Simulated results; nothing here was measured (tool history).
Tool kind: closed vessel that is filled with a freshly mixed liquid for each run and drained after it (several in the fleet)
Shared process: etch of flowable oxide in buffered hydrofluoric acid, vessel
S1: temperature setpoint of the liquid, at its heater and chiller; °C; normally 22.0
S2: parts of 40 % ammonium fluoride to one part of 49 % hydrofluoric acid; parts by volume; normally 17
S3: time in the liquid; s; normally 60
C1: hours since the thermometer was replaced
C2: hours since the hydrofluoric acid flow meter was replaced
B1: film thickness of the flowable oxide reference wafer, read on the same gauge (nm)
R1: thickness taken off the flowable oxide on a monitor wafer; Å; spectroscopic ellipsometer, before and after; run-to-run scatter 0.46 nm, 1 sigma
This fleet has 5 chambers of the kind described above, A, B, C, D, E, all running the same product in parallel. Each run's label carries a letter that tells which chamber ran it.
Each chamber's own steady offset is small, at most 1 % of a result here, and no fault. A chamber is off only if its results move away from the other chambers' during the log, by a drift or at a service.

run,hour,S1,S2,S3,C1,C2,B1,R1
1C,6.0,22.0,17,60,196.9,527.7,59.998,632.43
2A,9.0,22.0,17,60,1741.0,958.5,59.992,634.82
3B,14.9,22.0,17,60,313.9,277.7,60.000,642.06
4D,19.9,22.0,17,60,1301.9,49.0,60.001,628.29
5E,24.4,19.0,13,60,281.7,1588.5,60.008,704.62
6B,29.8,19.0,13,60,328.8,292.6,60.002,708.76
7D,32.6,19.0,13,60,1314.6,61.7,60.005,693.06
8E,35.5,19.0,13,60,292.8,1599.6,59.999,708.87
9C,41.2,19.0,13,60,232.1,562.9,59.993,708.53
10A,44.0,23.5,17,60,1776.0,993.5,60.001,689.89
11C,48.2,23.5,17,60,239.1,569.9,59.983,699.66
12D,50.9,23.5,17,60,1332.9,80.0,59.992,696.47
13A,54.9,23.5,17,60,1786.9,1004.4,59.983,689.73
14B,58.2,23.5,17,60,357.2,321.0,59.995,684.26
15E,62.0,22.0,17,60,319.3,1626.1,59.989,644.04
16E,67.6,22.0,22,35,324.9,1631.7,59.991,301.57
17C,72.0,22.0,22,35,262.9,593.7,59.993,299.89
18B,75.1,22.0,22,35,374.1,337.9,60.011,294.22
19D,79.1,22.0,22,35,1361.1,108.2,60.004,300.26
20A,82.1,22.0,22,35,1814.1,1031.6,60.003,298.20
21C,86.7,22.0,17,60,277.6,608.4,60.021,638.60
22E,92.3,22.0,17,60,349.6,1656.4,60.023,641.41
23D,97.8,22.0,17,60,1379.8,126.9,59.988,641.43
24B,103.8,22.0,17,60,402.8,366.6,60.009,620.05
25A,107.8,22.0,17,60,1839.8,1057.3,60.017,633.78
# hour 109.4: chamber D: thermometer replaced
26E,112.4,22.0,17,60,369.7,1676.5,59.988,635.01
27D,116.9,22.0,17,60,7.6,146.0,59.994,635.09
28C,120.7,22.0,17,60,311.6,642.4,60.000,633.19
29A,124.1,22.0,17,60,1856.1,1073.6,60.004,635.64
30B,127.2,22.0,17,60,426.2,390.0,59.992,610.94
31E,132.3,22.0,17,60,389.6,1696.4,60.010,637.24
32B,135.4,25.5,17,60,434.4,398.2,60.010,741.09
33C,140.4,25.5,17,60,331.3,662.1,60.010,771.17
34D,146.6,25.5,17,60,37.3,175.7,59.986,775.24
35A,149.6,25.5,17,60,1881.6,1099.1,60.002,768.96
36D,154.5,25.5,17,60,45.2,183.6,59.999,766.95
37C,158.1,22.0,17,60,349.0,679.8,60.008,641.37

Read the log: is a single chamber off, either drifting away or since a service, is the gauge that measures every chamber drifting, or is nothing wrong beyond small per-chamber offsets? Name any odd chamber and what most likely caused it.

Little by little, chamber B moves away from the other chambers.
What lies behind it: hydrofluoric acid flow below the setpoint (%) = 5.7.
The log might look much the same if the cause were instead: liquid colder than its thermometer reads (K).

Which of the 4 candidates below, each the usual settings with something changed and its results left as question marks, puts chamber B back in line with what the other chambers give on the usual settings?
In line here means within this much of the mean the other chambers give on the usual settings: R1 16.00 Å
38B-1,162.6,22.5,16,60,,,,?
38B-2,162.6,20.5,17,60,,,,?
38B-3,162.6,21.0,17,60,,,,?
38B-4,162.6,23.0,17,60,,,,?

Usual-settings mean across the other chambers: R1 635.56 Å
run,R1
38B-1,664.24
38B-2,560.32
38B-3,576.18
38B-4,642.61
With 38B-4, the chamber falls back in line with the rest.
